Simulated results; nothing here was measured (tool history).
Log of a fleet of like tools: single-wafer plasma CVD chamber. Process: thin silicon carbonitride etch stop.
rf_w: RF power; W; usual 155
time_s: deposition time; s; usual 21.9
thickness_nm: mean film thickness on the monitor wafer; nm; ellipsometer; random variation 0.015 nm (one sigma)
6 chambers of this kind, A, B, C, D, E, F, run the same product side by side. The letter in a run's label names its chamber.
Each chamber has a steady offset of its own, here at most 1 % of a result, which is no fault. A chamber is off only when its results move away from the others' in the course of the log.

run	hour	rf_w	time_s	read-back reference wafer on the same gauge, thickness_nm	thickness_nm
1B	11.9	155	21.9	12.304	11.51
2E	24.5	155	21.9	12.304	11.641
3C	37.9	155	21.9	12.307	11.539
4D	48.2	155	21.9	12.312	11.61
5F	54.8	185	21.9	12.308	12.167
6A	62.7	185	21.9	12.313	12.284
7A	69.7	185	21.9	12.307	12.284
8B	83.2	185	21.9	12.317	12.177
9C	91.9	185	21.9	12.312	12.176
10F	101.1	185	21.9	12.313	12.118
11D	113.2	155	21.9	12.318	11.623
12E	120.9	155	21.9	12.313	11.627
13D	134.5	155	21.9	12.32	11.599
14E	146.4	155	21.9	12.324	11.655
15A	155.1	155	21.9	12.321	11.637
16C	167	155	21.9	12.321	11.589
17F	175.6	155	21.9	12.327	11.544
18B	187.4	155	21.9	12.329	11.551
19C	194	155	21.9	12.329	11.588
# hour 207.1: chamber D: RF generator calibrated
20A	207.2	155	21.9	12.329	11.651
21F	213.3	180	21.9	12.33	12.048
22D	225.8	180	21.9	12.333	12.153
23E	233.8	180	21.9	12.335	12.17
24B	242.6	180	21.9	12.34	12.08
25F	253.8	180	21.9	12.334	12.108
26B	266.5	180	21.9	12.338	12.105
27C	277.1	155	21.9	12.34	11.565
28A	289.3	155	21.9	12.339	11.679
29D	298	155	21.9	12.341	11.637
30E	308.8	155	21.9	12.347	11.698
31E	321.9	135	24	12.347	12.296
32D	328.9	135	24	12.347	12.216
33A	339	135	24	12.349	12.263
34C	349.6	135	24	12.352	12.207
35F	361.6	135	24	12.349	12.202
36B	374.4	135	24	12.358	12.17
37E	383.2	155	21.9	12.356	11.676
38F	393.9	155	21.9	12.356	11.573
39D	400.4	155	21.9	12.36	11.653
40A	406.5	155	21.9	12.358	11.66
41B	419	155	21.9	12.361	11.585
42C	425.5	155	21.9	12.365	11.595
43F	433.7	155	21.9	12.364	11.575
44B	442.6	155	21.9	12.367	11.608

What goes on in this fleet: one chamber off, a drifting gauge, or nothing beyond the chambers' own small offsets? Name the chamber and the cause, if any.

The gauge drifts, so all chambers seem to drift together. No chamber is off.
Cause: gauge reads high (%) = 0.537.
